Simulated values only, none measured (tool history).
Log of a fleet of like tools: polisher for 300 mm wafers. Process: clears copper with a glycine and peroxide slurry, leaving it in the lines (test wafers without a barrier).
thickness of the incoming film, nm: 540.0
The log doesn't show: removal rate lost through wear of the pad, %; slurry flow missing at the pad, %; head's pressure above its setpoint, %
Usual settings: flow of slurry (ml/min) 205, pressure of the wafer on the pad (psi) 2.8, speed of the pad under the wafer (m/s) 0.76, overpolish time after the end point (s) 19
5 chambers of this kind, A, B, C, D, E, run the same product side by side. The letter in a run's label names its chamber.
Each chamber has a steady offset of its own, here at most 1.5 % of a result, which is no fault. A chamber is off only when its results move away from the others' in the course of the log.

run,hour,flow of slurry (ml/min),pressure of the wafer on the pad (psi),speed of the pad under the wafer (m/s),overpolish time after the end point (s),wafers polished on this pad,hours since the slurry nozzle was cleaned,hours since the head pressure was calibrated,time until the end point was called (s),dishing of a wide line in a test structure (nm)
1A,7.1,205,2.8,0.76,19,380,781.9,89.3,149.49,46.480
2D,12.1,205,2.8,0.76,19,214,80.8,210.0,154.68,46.965
3B,16.4,205,2.8,0.76,19,551,694.3,213.3,151.90,46.407
4E,22.6,205,2.8,0.76,19,1385,133.3,289.0,145.12,46.852
5C,29.4,205,2.8,0.76,19,649,660.8,965.2,149.56,46.786
# hour 33.7: chamber A: worn pad replaced by a new one
6A,36.8,205,2.8,0.76,19,32,811.6,119.0,144.36,47.226
7C,40.8,205,2.8,0.76,19,769,672.2,976.6,151.52,46.466
# hour 43.0: chamber E: worn pad replaced by a new one
# hour 43.6: chamber C: worn pad replaced by a new one
8B,48.3,205,2.8,0.76,19,884,726.2,245.2,149.44,45.778
9E,53.6,205,2.8,0.76,19,111,164.3,320.0,145.74,46.735
10D,57.7,245,2.8,0.92,19,691,126.4,255.6,126.14,54.613
11A,64.0,245,2.8,0.92,19,317,838.8,146.2,125.34,53.771
12C,67.4,245,2.8,0.92,19,248,698.8,1003.2,126.02,53.441
# hour 69.5: chamber B: slurry nozzle cleaned
13E,74.1,245,2.8,0.92,19,325,184.8,340.5,124.83,53.532
14B,78.0,245,2.8,0.92,19,1195,8.5,274.9,126.64,54.227
15D,81.4,205,2.8,0.76,19,939,150.1,279.3,151.95,46.821
16D,86.7,205,2.8,0.76,19,994,155.4,284.6,151.34,47.328
# hour 89.9: chamber A: worn pad replaced by a new one
17C,93.1,205,2.8,0.76,19,517,724.5,1028.9,148.85,46.461
18E,99.6,205,2.8,0.76,19,592,210.3,366.0,148.71,45.662
19A,105.0,205,3.6,0.76,27,158,879.8,187.2,124.74,73.319
20B,110.6,205,3.6,0.76,27,1536,41.1,307.5,121.21,72.980
21B,115.3,205,3.6,0.76,27,1585,45.8,312.2,126.68,72.077
# hour 117.2: chamber B: worn pad replaced by a new one
# hour 119.2: chamber C: worn pad replaced by a new one
# hour 120.3: chamber D: worn pad replaced by a new one
22C,122.2,205,3.6,0.76,27,31,753.6,1058.0,121.81,72.251
23A,129.2,205,3.6,0.76,27,411,904.0,211.4,120.95,72.421
24D,134.4,205,2.8,0.76,28,148,203.1,332.3,150.67,63.593
25E,140.9,205,2.8,0.76,28,1024,251.6,407.3,149.43,65.194
26D,145.1,205,2.8,0.76,28,260,213.8,343.0,150.66,64.926
27A,150.9,205,2.8,0.76,28,638,925.7,233.1,150.29,62.269
28B,156.9,205,2.8,0.76,28,415,87.4,353.8,147.91,63.303
# hour 160.5: chamber E: slurry nozzle cleaned
29E,162.2,205,2.8,0.76,19,1246,1.8,428.6,146.42,47.303
30C,168.6,205,2.8,0.76,19,516,800.0,1104.4,150.28,46.581
31B,172.3,205,2.8,0.76,19,576,102.8,369.2,151.59,46.707
32D,179.8,205,2.8,0.76,19,623,248.5,377.7,148.75,47.557
# hour 180.4: chamber C: worn pad replaced by a new one
33C,183.9,205,2.8,0.76,19,37,815.3,1119.7,150.46,46.070

Next, every chamber runs the same settings. What will each give?
34A,189.4,205,2.8,0.76,19,,,,?,?
34B,189.4,205,2.8,0.76,19,,,,?,?
34C,189.4,205,2.8,0.76,19,,,,?,?
34D,189.4,205,2.8,0.76,19,,,,?,?
34E,189.4,205,2.8,0.76,19,,,,?,?

run,time until the end point was called (s),dishing of a wide line in a test structure (nm)
34A,153.84,46.408
34B,149.12,46.558
34C,149.61,47.346
34D,150.91,47.111
34E,146.53,46.461

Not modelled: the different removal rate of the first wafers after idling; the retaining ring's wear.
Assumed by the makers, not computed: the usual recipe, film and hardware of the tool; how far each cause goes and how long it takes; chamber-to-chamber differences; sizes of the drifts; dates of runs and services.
